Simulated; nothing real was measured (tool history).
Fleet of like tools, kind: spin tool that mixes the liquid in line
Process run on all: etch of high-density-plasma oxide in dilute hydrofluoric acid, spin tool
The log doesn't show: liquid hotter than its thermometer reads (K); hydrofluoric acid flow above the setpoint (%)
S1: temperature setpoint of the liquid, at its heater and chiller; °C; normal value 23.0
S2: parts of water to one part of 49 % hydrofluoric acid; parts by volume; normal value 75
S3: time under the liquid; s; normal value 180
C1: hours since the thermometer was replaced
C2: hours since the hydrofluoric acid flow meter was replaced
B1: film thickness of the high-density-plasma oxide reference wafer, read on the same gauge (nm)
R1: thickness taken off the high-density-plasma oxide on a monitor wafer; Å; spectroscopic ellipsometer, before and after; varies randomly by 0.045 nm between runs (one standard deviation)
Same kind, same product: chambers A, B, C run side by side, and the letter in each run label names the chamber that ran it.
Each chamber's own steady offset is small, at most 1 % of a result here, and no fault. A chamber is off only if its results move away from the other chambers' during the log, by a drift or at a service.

{"hour": 1.7, "done": "chamber A: thermometer replaced"}
{"run": "1B", "hour": 5.8, "S1": 23.0, "S2": 75, "S3": 180, "C1": 202.8, "C2": 263.2, "B1": 50.018, "R1": 120.21}
{"run": "2C", "hour": 14.0, "S1": 23.0, "S2": 75, "S3": 180, "C1": 959.1, "C2": 1633.2, "B1": 49.97, "R1": 120.91}
{"run": "3A", "hour": 18.7, "S1": 23.0, "S2": 75, "S3": 180, "C1": 17.0, "C2": 898.7, "B1": 50.028, "R1": 122.35}
{"run": "4B", "hour": 24.9, "S1": 23.0, "S2": 75, "S3": 180, "C1": 221.9, "C2": 282.3, "B1": 50.024, "R1": 121.24}
{"run": "5A", "hour": 32.8, "S1": 23.0, "S2": 75, "S3": 180, "C1": 31.1, "C2": 912.8, "B1": 50.029, "R1": 122.75}
{"run": "6C", "hour": 40.6, "S1": 23.0, "S2": 75, "S3": 180, "C1": 985.7, "C2": 1659.8, "B1": 49.981, "R1": 120.84}
{"run": "7A", "hour": 48.7, "S1": 23.0, "S2": 75, "S3": 180, "C1": 47.0, "C2": 928.7, "B1": 50.024, "R1": 122.96}
{"run": "8B", "hour": 52.9, "S1": 23.0, "S2": 75, "S3": 180, "C1": 249.9, "C2": 310.3, "B1": 49.997, "R1": 121.34}
{"run": "9C", "hour": 59.7, "S1": 23.0, "S2": 75, "S3": 180, "C1": 1004.8, "C2": 1678.9, "B1": 49.963, "R1": 120.35}
{"run": "10A", "hour": 67.4, "S1": 23.0, "S2": 75, "S3": 180, "C1": 65.7, "C2": 947.4, "B1": 50.015, "R1": 123.43}
{"run": "11B", "hour": 72.7, "S1": 23.0, "S2": 75, "S3": 180, "C1": 269.7, "C2": 330.1, "B1": 49.982, "R1": 121.8}
{"run": "12C", "hour": 78.2, "S1": 23.0, "S2": 75, "S3": 180, "C1": 1023.3, "C2": 1697.4, "B1": 50.04, "R1": 120.79}
{"run": "13B", "hour": 82.1, "S1": 21.5, "S2": 50, "S3": 180, "C1": 279.1, "C2": 339.5, "B1": 49.995, "R1": 174.85}
{"run": "14C", "hour": 88.5, "S1": 21.5, "S2": 50, "S3": 180, "C1": 1033.6, "C2": 1707.7, "B1": 50.003, "R1": 174.63}
{"run": "15A", "hour": 95.1, "S1": 21.5, "S2": 50, "S3": 180, "C1": 93.4, "C2": 975.1, "B1": 50.0, "R1": 183.71}
{"run": "16A", "hour": 103.1, "S1": 23.0, "S2": 75, "S3": 180, "C1": 101.4, "C2": 983.1, "B1": 49.98, "R1": 125.21}
{"run": "17C", "hour": 107.6, "S1": 28.0, "S2": 75, "S3": 180, "C1": 1052.7, "C2": 1726.8, "B1": 49.998, "R1": 147.49}
{"run": "18B", "hour": 116.3, "S1": 28.0, "S2": 75, "S3": 180, "C1": 313.3, "C2": 373.7, "B1": 50.024, "R1": 146.48}
{"run": "19B", "hour": 120.8, "S1": 28.0, "S2": 75, "S3": 180, "C1": 317.8, "C2": 378.2, "B1": 49.988, "R1": 147.0}
{"run": "20A", "hour": 125.7, "S1": 23.0, "S2": 75, "S3": 180, "C1": 124.0, "C2": 1005.7, "B1": 49.995, "R1": 125.61}
{"run": "21C", "hour": 130.5, "S1": 23.0, "S2": 75, "S3": 180, "C1": 1075.6, "C2": 1749.7, "B1": 50.006, "R1": 121.35}
{"run": "22C", "hour": 135.4, "S1": 23.0, "S2": 75, "S3": 180, "C1": 1080.5, "C2": 1754.6, "B1": 49.959, "R1": 121.45}
{"run": "23A", "hour": 141.0, "S1": 23.0, "S2": 75, "S3": 180, "C1": 139.3, "C2": 1021.0, "B1": 49.975, "R1": 126.08}
{"run": "24B", "hour": 148.9, "S1": 23.0, "S2": 75, "S3": 180, "C1": 345.9, "C2": 406.3, "B1": 50.025, "R1": 121.35}
{"run": "25C", "hour": 156.4, "S1": 23.0, "S2": 75, "S3": 180, "C1": 1101.5, "C2": 1775.6, "B1": 50.058, "R1": 120.48}
{"run": "26A", "hour": 163.3, "S1": 23.0, "S2": 75, "S3": 180, "C1": 161.6, "C2": 1043.3, "B1": 49.988, "R1": 126.53}
{"run": "27B", "hour": 171.4, "S1": 23.0, "S2": 75, "S3": 180, "C1": 368.4, "C2": 428.8, "B1": 50.023, "R1": 120.89}
{"run": "28C", "hour": 177.8, "S1": 23.0, "S2": 75, "S3": 180, "C1": 1122.9, "C2": 1797.0, "B1": 49.985, "R1": 120.66}
{"run": "29A", "hour": 182.9, "S1": 23.0, "S2": 75, "S3": 180, "C1": 181.2, "C2": 1062.9, "B1": 50.019, "R1": 127.34}
{"run": "30B", "hour": 187.5, "S1": 23.0, "S2": 75, "S3": 250, "C1": 384.5, "C2": 444.9, "B1": 50.024, "R1": 167.61}
{"run": "31C", "hour": 193.2, "S1": 23.0, "S2": 75, "S3": 250, "C1": 1138.3, "C2": 1812.4, "B1": 49.998, "R1": 167.6}
{"run": "32A", "hour": 199.9, "S1": 23.0, "S2": 75, "S3": 250, "C1": 198.2, "C2": 1079.9, "B1": 49.981, "R1": 177.93}
{"run": "33B", "hour": 206.0, "S1": 23.0, "S2": 75, "S3": 180, "C1": 403.0, "C2": 463.4, "B1": 50.009, "R1": 120.9}
{"run": "34C", "hour": 211.4, "S1": 23.0, "S2": 75, "S3": 180, "C1": 1156.5, "C2": 1830.6, "B1": 49.993, "R1": 120.8}
{"run": "35A", "hour": 218.4, "S1": 23.0, "S2": 55, "S3": 245, "C1": 216.7, "C2": 1098.4, "B1": 50.005, "R1": 245.49}
{"run": "36B", "hour": 224.8, "S1": 23.0, "S2": 55, "S3": 245, "C1": 421.8, "C2": 482.2, "B1": 50.032, "R1": 228.65}
{"run": "37A", "hour": 231.1, "S1": 23.0, "S2": 55, "S3": 245, "C1": 229.4, "C2": 1111.1, "B1": 50.018, "R1": 244.4}
{"run": "38C", "hour": 235.8, "S1": 27.0, "S2": 75, "S3": 140, "C1": 1180.9, "C2": 1855.0, "B1": 50.022, "R1": 111.01}

All 3 chambers run these settings next. Forecast each chamber's results:
{"run": "39A", "hour": 242.2, "S1": 23.0, "S2": 75, "S3": 180, "R1": "?"}
{"run": "39B", "hour": 242.2, "S1": 23.0, "S2": 75, "S3": 180, "R1": "?"}
{"run": "39C", "hour": 242.2, "S1": 23.0, "S2": 75, "S3": 180, "R1": "?"}

run=39A R1=129.07
run=39B R1=120.99
run=39C R1=120.29

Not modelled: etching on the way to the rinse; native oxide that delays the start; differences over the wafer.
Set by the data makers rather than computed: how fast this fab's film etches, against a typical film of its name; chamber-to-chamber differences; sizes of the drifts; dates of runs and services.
